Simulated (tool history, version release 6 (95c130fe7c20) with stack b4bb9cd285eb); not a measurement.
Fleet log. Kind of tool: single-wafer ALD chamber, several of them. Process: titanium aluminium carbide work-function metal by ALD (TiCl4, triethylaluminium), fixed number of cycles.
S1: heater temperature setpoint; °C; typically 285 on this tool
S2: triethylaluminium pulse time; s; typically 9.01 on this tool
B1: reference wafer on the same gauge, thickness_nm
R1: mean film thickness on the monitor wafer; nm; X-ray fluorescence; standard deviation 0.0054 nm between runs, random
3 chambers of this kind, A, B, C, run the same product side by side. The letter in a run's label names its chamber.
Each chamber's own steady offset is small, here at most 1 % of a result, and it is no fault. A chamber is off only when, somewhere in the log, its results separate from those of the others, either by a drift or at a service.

run,day,S1,S2,B1,R1
1C,0.292,285,9.01,1.8404,1.8434
2B,0.562,285,9.01,1.8399,1.8384
3A,1.000,285,9.01,1.8392,1.8233
4B,1.454,285,9.01,1.8401,1.8475
5A,2.025,285,9.01,1.8409,1.8394
6C,2.438,285,9.01,1.8418,1.8411
7C,2.942,297,11.77,1.8398,2.0164
8B,3.512,297,11.77,1.8393,1.9998
9A,4.008,297,11.77,1.8417,1.9871
10C,4.475,285,9.01,1.8402,1.8446
11A,4.871,297,12.15,1.8398,2.0015
12B,5.288,297,12.15,1.8402,2.0100
13B,5.858,297,12.15,1.8410,2.0136
14C,6.288,296,6.52,1.8408,1.8128
15A,6.721,296,6.52,1.8400,1.8110
16B,7.071,296,6.52,1.8400,1.8165
17A,7.538,285,9.01,1.8406,1.8404
18C,8.112,285,9.01,1.8401,1.8546
19A,8.538,285,9.01,1.8411,1.8413
# day 8.721: chamber C: thermocouple changed; heater temperature recalibrated
20B,9.033,285,9.01,1.8393,1.8577
21C,9.546,280,9.01,1.8396,1.8366
22B,10.100,280,9.01,1.8405,1.8043
23A,10.508,280,9.01,1.8395,1.7987
24C,10.862,285,9.01,1.8393,1.8651
25C,11.300,285,9.01,1.8412,1.8763
26A,11.675,285,12.50,1.8389,1.8945
27B,12.017,285,12.50,1.8403,1.8999
28A,12.288,285,12.50,1.8399,1.8960
29C,12.854,285,9.01,1.8394,1.8814
30B,13.254,285,9.01,1.8402,1.8495
31B,13.579,285,9.01,1.8396,1.8540

Next, every chamber runs the same settings. What will each give?
32A,14.000,285,9.01,,?
32B,14.000,285,9.01,,?
32C,14.000,285,9.01,,?

run,R1
32A,1.8368
32B,1.8510
32C,1.8791

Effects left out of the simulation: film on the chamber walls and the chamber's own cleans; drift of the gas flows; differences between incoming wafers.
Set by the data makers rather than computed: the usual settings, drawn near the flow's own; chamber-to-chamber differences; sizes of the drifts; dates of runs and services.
